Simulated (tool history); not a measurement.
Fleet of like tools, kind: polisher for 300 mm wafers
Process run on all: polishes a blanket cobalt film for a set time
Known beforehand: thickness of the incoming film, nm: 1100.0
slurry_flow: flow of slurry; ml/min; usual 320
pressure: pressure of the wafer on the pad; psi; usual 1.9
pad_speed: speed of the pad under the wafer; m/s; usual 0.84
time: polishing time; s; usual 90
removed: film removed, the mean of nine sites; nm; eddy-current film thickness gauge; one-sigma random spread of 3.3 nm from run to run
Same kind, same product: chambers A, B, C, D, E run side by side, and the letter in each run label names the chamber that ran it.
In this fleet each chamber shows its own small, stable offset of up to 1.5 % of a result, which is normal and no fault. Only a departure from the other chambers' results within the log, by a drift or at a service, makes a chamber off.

run,hour,slurry_flow,pressure,pad_speed,time,removed
# hour 0.5: chamber E: worn pad replaced by a new one
1D,6.8,320,1.9,0.84,90,412.9
# hour 13.2: chamber D: worn pad replaced by a new one
# hour 16: chamber B: worn pad replaced by a new one
2E,19.5,320,1.9,0.84,90,416.37
# hour 22.3: chamber C: worn pad replaced by a new one
3B,30.5,320,1.9,0.84,90,402.59
4C,39.7,320,1.9,0.84,90,409.57
# hour 47: chamber B: slurry nozzle cleaned
5A,47.3,320,1.9,0.84,90,411.52
6E,60.3,320,1.9,0.84,90,415.42
7A,73.5,320,1.9,0.84,90,401.7
8D,82.1,320,1.9,0.84,90,421.35
# hour 87.1: chamber D: worn pad replaced by a new one
9B,88.8,320,1.9,0.84,90,403.92
# hour 90.8: chamber A: worn pad replaced by a new one
# hour 94.3: chamber C: worn pad replaced by a new one
10C,101.1,320,1.9,0.84,90,412.31
11E,107.7,320,1.9,0.84,90,411.62
# hour 114.8: chamber E: worn pad replaced by a new one
# hour 116.5: chamber C: slurry nozzle cleaned
12C,117.1,320,1.9,0.84,90,411.02
13B,125.6,320,1.9,0.84,90,408.61
14D,134.2,320,1.9,0.84,90,414.16
15A,143.8,320,1.9,0.84,75,340.69
# hour 146.4: chamber B: worn pad replaced by a new one
# hour 148.9: chamber D: worn pad replaced by a new one
16D,151.5,320,1.9,0.84,75,349.39
17E,162.9,320,1.9,0.84,75,340.57
18B,173.7,320,1.9,0.84,75,336.6
# hour 178.9: chamber C: worn pad replaced by a new one
19C,183.9,320,1.9,0.84,75,334.13
20A,190.8,360,1.9,0.84,106,486.08
21E,201,360,1.9,0.84,106,490.95
22B,213.5,360,1.9,0.84,106,481.3
# hour 219.5: chamber D: worn pad replaced by a new one
23D,224.7,360,1.9,0.84,106,495.23
24A,234.1,360,1.9,0.84,106,479.58
# hour 239.2: chamber E: worn pad replaced by a new one
25C,240.7,320,1.4,0.54,90,181.23
26B,252.4,320,1.4,0.54,90,195.18
# hour 256.9: chamber C: worn pad replaced by a new one
27A,259.5,320,1.4,0.54,90,191.59
# hour 260.7: chamber B: worn pad replaced by a new one
# hour 260.8: chamber A: worn pad replaced by a new one
28D,271.7,320,1.4,0.54,90,197.17
# hour 280.8: chamber A: slurry nozzle cleaned
29C,284,320,1.4,0.54,90,181.34
# hour 294.9: chamber D: worn pad replaced by a new one
30E,295.5,320,1.9,0.84,90,413.07
31A,307.9,320,1.9,0.84,90,404.98
32D,319.1,320,1.9,0.84,90,419.73
33B,332.7,320,1.9,0.84,90,403.22
34E,345.7,320,1.9,0.84,90,414.87

Is one chamber off against the others, does the gauge drift, or is nothing wrong? If a chamber is off, say which, and what the likeliest cause is.

One chamber, C, drifts off from the rest bit by bit.
Most likely cause: head's pressure below its setpoint, % = 8.78.

Which of the 4 candidates below, each the usual settings with something changed and its results left as question marks, puts chamber C back in line with what the other chambers give on the usual settings?
In-line tolerance around the mean of the other chambers on the usual settings: removed 12 nm
35C-1,355.9,320,1.9,0.84,76,?
35C-2,355.9,320,1.9,0.84,99,?
35C-3,355.9,320,2,0.9,95,?
35C-4,355.9,320,1.7,0.84,90,?

Mean of the other chambers on the usual settings: removed 410.69 nm
run,removed
35C-1,312.43
35C-2,406.98
35C-3,440.9
35C-4,330.88
The answer is 35C-2, which returns the chamber to within the allowed miss of the others.
